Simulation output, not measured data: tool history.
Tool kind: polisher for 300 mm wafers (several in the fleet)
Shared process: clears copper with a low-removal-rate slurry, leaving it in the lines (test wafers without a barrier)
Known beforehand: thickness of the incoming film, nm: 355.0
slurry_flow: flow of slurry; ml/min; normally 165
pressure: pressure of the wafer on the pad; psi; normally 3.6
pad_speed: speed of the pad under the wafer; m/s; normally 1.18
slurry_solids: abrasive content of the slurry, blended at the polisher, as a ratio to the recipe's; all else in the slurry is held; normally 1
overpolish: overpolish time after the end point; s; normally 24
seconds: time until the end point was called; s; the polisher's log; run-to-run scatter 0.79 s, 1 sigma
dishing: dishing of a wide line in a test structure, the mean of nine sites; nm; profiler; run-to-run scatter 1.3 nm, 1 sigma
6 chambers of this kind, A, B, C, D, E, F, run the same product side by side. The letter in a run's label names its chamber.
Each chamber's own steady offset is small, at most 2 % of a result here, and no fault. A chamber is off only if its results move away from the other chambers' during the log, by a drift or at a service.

run	hour	slurry_flow	pressure	pad_speed	slurry_solids	overpolish	wafers polished on this pad	hours since the slurry nozzle was cleaned	hours since the head pressure was calibrated	hours since the slurry blender was calibrated	seconds	dishing
# hour 4.3: chamber F: worn pad replaced by a new one
1C	7.2	165	3.6	1.18	1	24	363	150.7	453	20.2	86.469	61.1
# hour 12.7: chamber B: head pressure recalibrated
2A	14	165	3.6	1.18	1	24	712	506.7	604.8	198.4	86.467	62.762
# hour 18.6: chamber D: worn pad replaced by a new one
3B	22.8	165	3.6	1.18	1	24	244	728	10.1	251.2	85.614	61.275
4F	27.1	165	3.6	1.18	1	24	196	528.8	409.8	360.2	86.874	59.863
# hour 34: chamber F: slurry blender recalibrated
5D	34.3	165	3.6	1.18	1	24	135	356.4	130.8	124.6	84.826	61.35
# hour 36.5: chamber A: worn pad replaced by a new one
# hour 41.4: chamber F: slurry nozzle cleaned
6E	41.7	165	3.6	1.06	1	24	663	626.7	331.6	176.5	95.745	54.804
7A	47.8	165	3.6	1.06	1	24	97	540.5	638.6	232.2	95.664	56.119
8D	51.8	165	3.6	1.06	1	24	286	373.9	148.3	142.1	95.321	54.755
9F	56.9	165	3.6	1.06	1	24	453	15.5	439.6	23	97.234	52.961
# hour 62.8: chamber B: worn pad replaced by a new one
10E	64.1	165	3.6	1.06	1	24	856	649.1	354	198.9	94.583	56.209
# hour 69.7: chamber D: slurry blender recalibrated
# hour 70.4: chamber D: worn pad replaced by a new one
11C	73	165	3.6	1.06	1	24	929	216.5	518.8	86	97.061	55.742
# hour 77.1: chamber F: worn pad replaced by a new one
12B	78.1	165	3.6	1	1	24	132	783.3	65.4	306.5	103.22	52.97
# hour 81.9: chamber F: head pressure recalibrated
# hour 85: chamber A: slurry blender recalibrated
13D	85.9	165	3.6	1	1	24	133	408	182.4	16.3	100.39	52.248
14A	91.3	165	3.6	1	1	24	472	584	682.1	6.3	101.88	54.628
15E	98.6	165	3.6	1	1	24	1153	683.6	388.5	233.4	103.86	52.83
# hour 99.1: chamber B: slurry blender recalibrated
# hour 102.8: chamber C: worn pad replaced by a new one
16C	102.9	165	3.6	1	1	24	0	246.4	548.7	115.9	102.73	53.273
17F	108.4	165	3.6	1	1	24	269	67	26.5	74.5	103.35	53.248
# hour 111.3: chamber E: slurry nozzle cleaned
18B	114.9	165	3.6	1.18	1	24	449	820.1	102.2	15.9	87.63	59.456
19C	123.2	165	3.6	1.18	1	24	175	266.7	569	136.2	87.238	59.088
# hour 123.5: chamber E: head pressure recalibrated
20B	127.8	165	3.6	1.18	1	24	560	833	115.1	28.8	85.551	60.246
# hour 129.6: chamber B: worn pad replaced by a new one
21A	132.6	165	3.6	1.18	1	24	828	625.3	723.4	47.6	86.542	60.965
# hour 139: chamber D: worn pad replaced by a new one
22F	139.8	165	3.6	1.18	1	24	540	98.4	57.9	105.9	85.882	61.68
# hour 140.3: chamber A: worn pad replaced by a new one
23E	145.8	165	3.6	1.18	1	24	1559	34.5	22.4	280.6	85.196	57.584
# hour 148.8: chamber F: worn pad replaced by a new one
# hour 148.9: chamber C: head pressure recalibrated
24D	154.6	165	3.6	1.18	1	24	134	476.7	251.1	85	87.179	60.099
# hour 158.2: chamber E: worn pad replaced by a new one
25B	159.7	165	3.6	0.98	1	24	259	864.9	147	60.7	105.5	53.996
26A	166.2	165	3.6	0.98	1	24	223	658.9	757	81.2	104.17	51.628
27C	170.5	165	3.6	0.98	1	24	583	314	21.7	183.5	104.23	53
28F	174.6	165	3.6	0.98	1	24	222	133.2	92.7	140.7	101.62	52.619
29D	178.6	165	3.6	0.98	1	24	341	500.7	275.1	109	109.95	48.927
30E	186.8	165	3.6	0.98	1	24	246	75.5	63.4	321.6	103.13	53.42
# hour 189.7: chamber E: slurry blender recalibrated
# hour 193.9: chamber B: worn pad replaced by a new one
31D	195.5	165	3.6	1.18	1	24	486	517.6	292	125.9	89.61	58.058
# hour 201.1: chamber B: slurry nozzle cleaned
# hour 203.3: chamber D: worn pad replaced by a new one
32B	203.5	165	3.6	1.18	1	24	82	2.5	190.8	104.5	86.719	61.63
# hour 209.8: chamber F: worn pad replaced by a new one
33C	210.2	165	3.6	1.18	1	24	925	353.7	61.4	223.2	86.405	60.715
34F	218.9	165	3.6	1.18	1	24	79	177.5	137	185	85.987	58.614
35A	223.9	165	2.4	1.18	1	15	720	716.6	814.7	138.9	128.11	29.116
# hour 231.5: chamber A: slurry nozzle cleaned
36E	232.2	165	2.4	1.18	1	15	637	120.9	108.8	42.5	127.33	28.412
# hour 235.9: chamber D: slurry blender recalibrated
37A	238.4	165	2.4	1.18	1	15	845	6.9	829.2	153.4	130.74	28.397
# hour 244.6: chamber C: slurry blender recalibrated
38D	246.3	165	2.4	1.18	1	15	370	568.4	342.8	10.5	139.1	26.749
39C	251.1	165	2.4	1.18	1	15	1277	394.6	102.3	6.6	129.29	29.081
40B	255.5	165	2.4	1.18	1	15	530	54.5	242.8	156.5	129.98	27.998
41E	260.7	165	3.6	1.18	1	24	883	149.4	137.3	71	85.334	62.159

Has any chamber moved away from the others, gradually or after a service, or does the common gauge drift, or do the chambers differ only by their own small steady offsets? State the chamber and the most likely cause if one applies.

Little by little, chamber D moves away from the other chambers.
What lies behind it: slurry flow missing at the pad, % = 37.9.
The log may not separate it from: head's pressure below its setpoint, %.

Chamber D could run next with any of the 4 candidate recipes listed below; each alters the usual settings, and their results appear as question marks. Which one brings its results back in line with what the other chambers deliver on the usual settings?
In-line tolerance around the mean of the other chambers on the usual settings: seconds 2.8 s; dishing 4.6 nm
42D-1	267.1	160	3.3	1.1	1	25					?	?
42D-2	267.1	165	3.8	1.24	1	23					?	?
42D-3	267.1	165	3.4	1.12	1	25					?	?
42D-4	267.1	170	3.9	1.26	1	23					?	?

Mean of the other chambers on the usual settings: seconds 86.16 s; dishing 60.323 nm
run	seconds	dishing
42D-1	112.08	51.241
42D-2	85.899	59.669
42D-3	106.09	53.614
42D-4	81.816	62.033
42D-2 puts the chamber back in line with the other chambers.
